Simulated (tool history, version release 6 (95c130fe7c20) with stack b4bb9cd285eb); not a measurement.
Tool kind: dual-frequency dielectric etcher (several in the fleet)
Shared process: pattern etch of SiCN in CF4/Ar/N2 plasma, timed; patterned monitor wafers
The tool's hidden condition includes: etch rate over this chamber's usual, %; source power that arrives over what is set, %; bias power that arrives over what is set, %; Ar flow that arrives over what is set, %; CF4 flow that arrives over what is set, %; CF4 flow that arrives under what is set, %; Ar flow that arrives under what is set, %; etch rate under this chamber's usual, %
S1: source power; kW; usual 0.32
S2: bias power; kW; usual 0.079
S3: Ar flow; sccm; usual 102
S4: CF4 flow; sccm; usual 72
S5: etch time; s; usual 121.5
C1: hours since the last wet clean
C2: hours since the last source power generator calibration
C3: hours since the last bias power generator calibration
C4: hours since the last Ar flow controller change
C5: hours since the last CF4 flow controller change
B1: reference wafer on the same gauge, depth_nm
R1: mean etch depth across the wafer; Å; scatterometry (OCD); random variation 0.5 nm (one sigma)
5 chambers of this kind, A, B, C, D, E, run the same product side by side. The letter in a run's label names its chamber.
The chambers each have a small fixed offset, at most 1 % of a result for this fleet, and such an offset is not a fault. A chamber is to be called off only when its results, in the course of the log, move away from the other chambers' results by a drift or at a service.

run,hour,S1,S2,S3,S4,S5,C1,C2,C3,C4,C5,B1,R1
1D,6.6,0.32,0.079,102,72,121.5,142.1,111,535,1779.4,2366.8,87.678,817.45
2C,20.1,0.32,0.079,102,72,121.5,397.4,877.5,4051.2,2151.5,2533,87.795,812.92
3E,31.2,0.32,0.079,102,72,121.5,267.8,1408.6,3573.5,1026.5,4052.9,87.916,801.67
4A,45.8,0.32,0.079,102,72,121.5,68.4,1650.4,2505.5,935.6,1415.9,87.707,809
5B,54.1,0.32,0.079,102,72,121.5,387.8,4339.9,3503.3,2512.6,1988.6,87.59,810.31
6C,68.8,0.32,0.079,102,72,121.5,446.1,926.2,4099.9,2200.2,2581.7,87.743,802.31
7B,75.6,0.32,0.079,102,72,121.5,409.3,4361.4,3524.8,2534.1,2010.1,87.856,809.53
8D,90,0.32,0.079,102,72,121.5,225.5,194.4,618.4,1862.8,2450.2,87.814,808.24
# hour 97.8: chamber B: Ar flow controller replaced
9A,102.1,0.32,0.079,102,72,121.5,124.7,1706.7,2561.8,991.9,1472.2,87.763,791.68
10E,116,0.32,0.079,102,72,121.5,352.6,1493.4,3658.3,1111.3,4137.7,87.739,801.47
# hour 116.1: chamber E: CF4 flow controller replaced
# hour 116.8: chamber C: wet clean of the chamber
# hour 117.9: chamber D: Ar flow controller replaced
11D,125.7,0.32,0.079,102,72,121.5,261.2,230.1,654.1,7.9,2485.9,87.86,806.04
12C,139,0.32,0.079,102,72,121.5,22.3,996.4,4170.1,2270.4,2651.9,87.897,800.05
13E,152.9,0.32,0.079,77,62,121.5,389.5,1530.3,3695.2,1148.2,36.8,87.688,817.26
14B,159.7,0.32,0.079,77,62,121.5,493.4,4445.5,3608.9,61.9,2094.2,87.636,816.09
# hour 160.9: chamber B: source power generator calibrated
15A,169.8,0.32,0.079,77,62,121.5,192.4,1774.4,2629.5,1059.6,1539.9,87.739,806.71
16D,177.3,0.32,0.079,77,62,121.5,312.8,281.7,705.7,59.5,2537.5,87.811,802.2
17B,184.6,0.32,0.079,77,62,121.5,518.3,23.8,3633.8,86.8,2119.1,87.961,823.1
18A,191.8,0.27,0.079,102,72,121.5,214.4,1796.4,2651.5,1081.6,1561.9,87.792,692.29
# hour 193.5: chamber C: CF4 flow controller replaced
19C,198.5,0.27,0.079,102,72,121.5,81.8,1055.9,4229.6,2329.9,5.1,87.716,687.41
20E,206.3,0.27,0.079,102,72,121.5,442.9,1583.7,3748.6,1201.6,90.2,87.824,690.83
# hour 210.5: chamber C: bias power generator calibrated
21C,219.7,0.27,0.079,102,72,121.5,103,1077.1,9.3,2351.1,26.3,87.854,698.71
22A,226.9,0.27,0.079,102,72,121.5,249.5,1831.5,2686.6,1116.7,1597,87.76,685.21
# hour 234.5: chamber E: wet clean of the chamber
23B,236.1,0.32,0.079,102,55,137.5,569.8,75.3,3685.3,138.3,2170.6,87.916,883.1
# hour 246.3: chamber B: wet clean of the chamber
24E,249.8,0.32,0.079,102,55,137.5,15.3,1627.2,3792.1,1245.1,133.7,87.783,878.97
25D,262.2,0.32,0.079,102,55,137.5,397.7,366.6,790.6,144.4,2622.4,87.916,856.13
26E,275.2,0.32,0.079,102,55,137.5,40.7,1652.6,3817.5,1270.5,159.1,87.919,877.35
27B,283,0.32,0.079,102,55,137.5,36.8,122.2,3732.2,185.2,2217.5,87.634,884.14
28A,291.5,0.32,0.079,102,72,121.5,314.1,1896.1,2751.2,1181.3,1661.6,87.85,806.43
29D,297.9,0.32,0.079,110,67,121.5,433.4,402.3,826.3,180.1,2658.1,87.839,764.3
30C,309.6,0.32,0.079,110,67,121.5,192.9,1167,99.2,2441,116.2,87.821,794.07
31A,321.8,0.32,0.079,110,67,121.5,344.4,1926.4,2781.5,1211.6,1691.9,87.742,782.29
32C,329.7,0.32,0.079,110,67,121.5,213,1187.1,119.3,2461.1,136.3,87.732,785.48
33D,338.8,0.32,0.079,110,67,121.5,474.3,443.2,867.2,221,2699,87.731,760.94
34B,351.3,0.32,0.079,102,72,121.5,105.1,190.5,3800.5,253.5,2285.8,87.729,807.78
35E,364.6,0.32,0.079,102,72,121.5,130.1,1742,3906.9,1359.9,248.5,87.722,811.85

Is one chamber out of step, is the gauge drifting, or do the chambers differ by no more than their own small offsets? For an off chamber, give its letter and the likeliest cause.

It is chamber D that slowly wanders off from its peers.
Most likely cause: etch rate under this chamber's usual, % = 4.12.
From this log alone, it may not be told apart from: source power that arrives under what is set, %.

Which of the 4 candidates below, each the usual settings with something changed and its results left as question marks, puts chamber D back in line with what the other chambers give on the usual settings?
Counts as in line when no further than this from what the other chambers average on the usual settings: R1 17 Å
36D-1,375.2,0.32,0.079,102,72,112,,,,,,,?
36D-2,375.2,0.32,0.079,101,73,130.5,,,,,,,?
36D-3,375.2,0.31,0.078,103,72,121.5,,,,,,,?
36D-4,375.2,0.32,0.08,102,72,126,,,,,,,?

On the usual settings, the other chambers give on average: R1 805.04 Å
run,R1
36D-1,712.06
36D-2,832.44
36D-3,746.68
36D-4,804.77
With 36D-4, the chamber falls back in line with the rest.

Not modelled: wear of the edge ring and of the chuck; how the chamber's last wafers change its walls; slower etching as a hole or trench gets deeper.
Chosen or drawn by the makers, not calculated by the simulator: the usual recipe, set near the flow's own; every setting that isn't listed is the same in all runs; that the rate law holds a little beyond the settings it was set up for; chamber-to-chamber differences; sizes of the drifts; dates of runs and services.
